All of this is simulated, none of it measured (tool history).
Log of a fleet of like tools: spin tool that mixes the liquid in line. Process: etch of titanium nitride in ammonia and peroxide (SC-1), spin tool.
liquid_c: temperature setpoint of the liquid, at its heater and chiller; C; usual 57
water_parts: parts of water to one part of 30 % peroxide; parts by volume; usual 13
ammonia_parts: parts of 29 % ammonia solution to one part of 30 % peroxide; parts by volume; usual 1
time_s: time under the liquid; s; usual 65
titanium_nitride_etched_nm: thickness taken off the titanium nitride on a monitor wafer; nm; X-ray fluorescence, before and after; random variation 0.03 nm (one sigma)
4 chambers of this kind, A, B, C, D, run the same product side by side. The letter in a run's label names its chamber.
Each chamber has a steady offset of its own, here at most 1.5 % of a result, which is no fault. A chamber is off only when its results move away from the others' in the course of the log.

run	hour	liquid_c	water_parts	ammonia_parts	time_s	hours since the thermometer was replaced	hours since the ammonia flow meter was replaced	hours since the heated supply line was repaired	hours since the drum of ammonia solution was connected	read-back film thickness of the titanium nitride reference wafer, read on the same gauge (nm)	titanium_nitride_etched_nm
1D	7.6	57	13	1	65	1535.4	853.6	283.1	231.3	79.99	8.8288
2B	14.3	57	13	1	65	1676.3	1180.3	531.8	52.7	80.037	8.7452
3A	22.8	57	13	1	65	1856.1	1549.4	331.5	155	79.997	8.6561
4C	31.6	57	13	1	65	556.9	136.4	879.9	318.9	79.981	8.7896
5B	38.6	57	13	1	65	1700.6	1204.6	556.1	77	80.002	8.7741
# hour 47.1: chamber D: new drum of ammonia solution connected
6A	49	57	13	1	65	1882.3	1575.6	357.7	181.2	80.022	8.6787
7C	61.5	57	13	1	65	586.8	166.3	909.8	348.8	80.022	8.7328
8D	67.8	57	13	1	65	1595.6	913.8	343.3	20.7	80.041	8.8123
9B	75.9	57	17.5	1	100	1737.9	1241.9	593.4	114.3	80.016	11.525
10A	88	57	17.5	1	100	1921.3	1614.6	396.7	220.2	80.016	11.431
11C	99.9	57	17.5	1	100	625.2	204.7	948.2	387.2	80.009	11.399
12D	110.9	57	17.5	1	100	1638.7	956.9	386.4	63.8	79.994	11.596
13B	119	57	13	1	65	1781	1285	636.5	157.4	80.007	8.7813
14D	127.1	57	13	1	65	1654.9	973.1	402.6	80	79.993	8.7954
# hour 134: chamber C: new drum of ammonia solution connected
15A	134.8	57	13	1	65	1968.1	1661.4	443.5	267	79.99	8.6267
16C	143	57	13	1	65	668.3	247.8	991.3	9	80.037	8.5869
17D	152.6	57	13	1	65	1680.4	998.6	428.1	105.5	79.991	8.7742
18C	162.4	57	13	1	65	687.7	267.2	1010.7	28.4	80.012	8.5538
19A	175.2	57	13	1.2	65	2008.5	1701.8	483.9	307.4	79.955	8.9404
20B	185.6	57	13	1.2	65	1847.6	1351.6	703.1	224	80.014	8.9891
# hour 186.2: chamber A: thermometer replaced
21C	197.6	57	13	1.2	65	722.9	302.4	1045.9	63.6	79.962	8.7195
22D	206.2	57	13	1.2	65	1734	1052.2	481.7	159.1	79.984	9.1155
23A	213.2	57	13	1	65	27	1739.8	521.9	345.4	80.009	8.6298
24B	222	57	13	1	65	1884	1388	739.5	260.4	79.996	8.7961
25C	230.6	57	13	1	65	755.9	335.4	1078.9	96.6	79.986	8.4792

Next, every chamber runs the same settings. What will each give?
26A	239.8	57	13	1	35						?
26B	239.8	57	13	1	35						?
26C	239.8	57	13	1	35						?
26D	239.8	57	13	1	35						?

run	titanium_nitride_etched_nm
26A	4.6998
26B	4.6944
26C	4.5186
26D	4.7499
